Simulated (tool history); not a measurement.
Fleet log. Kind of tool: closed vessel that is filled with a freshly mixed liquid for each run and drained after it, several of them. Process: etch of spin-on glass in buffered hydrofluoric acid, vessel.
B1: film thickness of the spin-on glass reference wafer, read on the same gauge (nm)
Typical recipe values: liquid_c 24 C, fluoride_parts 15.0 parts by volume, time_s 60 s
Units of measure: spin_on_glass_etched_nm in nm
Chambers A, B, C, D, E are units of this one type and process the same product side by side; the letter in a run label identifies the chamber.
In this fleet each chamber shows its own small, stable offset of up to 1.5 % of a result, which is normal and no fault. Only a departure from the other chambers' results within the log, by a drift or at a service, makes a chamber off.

Run 1A, day 0.346: usual settings; B1 140.01. Result: spin_on_glass_etched_nm 106.940 nm.
Run 2C, day 0.629: usual settings; B1 139.97. Result: spin_on_glass_etched_nm 112.030 nm.
Run 3E, day 0.938: usual settings; B1 139.98. Result: spin_on_glass_etched_nm 108.120 nm.
Run 4B, day 1.433: usual settings; B1 140.02. Result: spin_on_glass_etched_nm 109.630 nm.
Run 5D, day 1.704: usual settings; B1 139.98. Result: spin_on_glass_etched_nm 111.880 nm.
Run 6B, day 2.271: usual settings but liquid_c 26 C, fluoride_parts 17.0 parts by volume; B1 140.00. Result: spin_on_glass_etched_nm 109.330 nm.
Run 7A, day 2.796: usual settings but liquid_c 26 C, fluoride_parts 17.0 parts by volume; B1 139.98. Result: spin_on_glass_etched_nm 107.120 nm.
At day 3.050: chamber A: hydrofluoric acid flow meter replaced.
Run 8E, day 3.383: usual settings but liquid_c 26 C, fluoride_parts 17.0 parts by volume; B1 140.02. Result: spin_on_glass_etched_nm 108.070 nm.
Run 9C, day 3.821: usual settings but liquid_c 26 C, fluoride_parts 17.0 parts by volume; B1 140.01. Result: spin_on_glass_etched_nm 110.180 nm.
At day 4.058: chamber A: thermometer replaced.
Run 10D, day 4.400: usual settings but liquid_c 26 C, fluoride_parts 17.0 parts by volume; B1 140.00. Result: spin_on_glass_etched_nm 110.950 nm.
Run 11B, day 4.767: usual settings; B1 140.02. Result: spin_on_glass_etched_nm 109.820 nm.
Run 12C, day 5.225: usual settings; B1 140.01. Result: spin_on_glass_etched_nm 111.910 nm.
Run 13E, day 5.579: usual settings; B1 140.03. Result: spin_on_glass_etched_nm 111.470 nm.
Run 14D, day 6.167: usual settings; B1 139.97. Result: spin_on_glass_etched_nm 112.590 nm.
Run 15A, day 6.625: usual settings; B1 140.01. Result: spin_on_glass_etched_nm 110.450 nm.
Run 16E, day 7.129: usual settings but fluoride_parts 17.5 parts by volume; B1 140.00. Result: spin_on_glass_etched_nm 94.708 nm.
Run 17C, day 7.408: usual settings but fluoride_parts 17.5 parts by volume; B1 140.00. Result: spin_on_glass_etched_nm 96.051 nm.
Run 18A, day 7.908: usual settings but fluoride_parts 17.5 parts by volume; B1 139.97. Result: spin_on_glass_etched_nm 95.348 nm.
Run 19D, day 8.504: usual settings but fluoride_parts 17.5 parts by volume; B1 139.98. Result: spin_on_glass_etched_nm 98.023 nm.
Run 20B, day 8.767: usual settings but fluoride_parts 17.5 parts by volume; B1 139.96. Result: spin_on_glass_etched_nm 94.640 nm.
Run 21D, day 9.108: usual settings; B1 139.96. Result: spin_on_glass_etched_nm 114.930 nm.
Run 22B, day 9.712: usual settings; B1 139.99. Result: spin_on_glass_etched_nm 109.550 nm.
Run 23C, day 10.217: usual settings; B1 139.95. Result: spin_on_glass_etched_nm 111.300 nm.
Run 24E, day 10.579: usual settings; B1 140.01. Result: spin_on_glass_etched_nm 109.810 nm.
Run 25A, day 10.883: usual settings; B1 140.01. Result: spin_on_glass_etched_nm 109.180 nm.
Run 26E, day 11.454: usual settings; B1 140.00. Result: spin_on_glass_etched_nm 109.420 nm.
Run 27B, day 11.879: usual settings; B1 140.02. Result: spin_on_glass_etched_nm 110.080 nm.
Run 28A, day 12.238: usual settings; B1 139.99. Result: spin_on_glass_etched_nm 109.350 nm.
Run 29C, day 12.562: usual settings; B1 140.02. Result: spin_on_glass_etched_nm 111.210 nm.
Run 30D, day 13.167: usual settings; B1 139.99. Result: spin_on_glass_etched_nm 118.100 nm.
Run 31D, day 13.517: usual settings; B1 139.97. Result: spin_on_glass_etched_nm 120.450 nm.
Run 32E, day 13.846: usual settings; B1 140.02. Result: spin_on_glass_etched_nm 110.120 nm.
Run 33A, day 14.333: usual settings; B1 140.00. Result: spin_on_glass_etched_nm 109.780 nm.
Run 34C, day 14.771: usual settings; B1 139.96. Result: spin_on_glass_etched_nm 112.720 nm.

All 5 chambers run these settings next. Forecast each chamber's results:
Run 35A, day 15.204: usual settings. Result: spin_on_glass_etched_nm ?.
Run 35B, day 15.204: usual settings. Result: spin_on_glass_etched_nm ?.
Run 35C, day 15.204: usual settings. Result: spin_on_glass_etched_nm ?.
Run 35D, day 15.204: usual settings. Result: spin_on_glass_etched_nm ?.
Run 35E, day 15.204: usual settings. Result: spin_on_glass_etched_nm ?.

run  spin_on_glass_etched_nm
35A                  108.870
35B                  111.080
35C                  110.360
35D                  121.260
35E                  109.460

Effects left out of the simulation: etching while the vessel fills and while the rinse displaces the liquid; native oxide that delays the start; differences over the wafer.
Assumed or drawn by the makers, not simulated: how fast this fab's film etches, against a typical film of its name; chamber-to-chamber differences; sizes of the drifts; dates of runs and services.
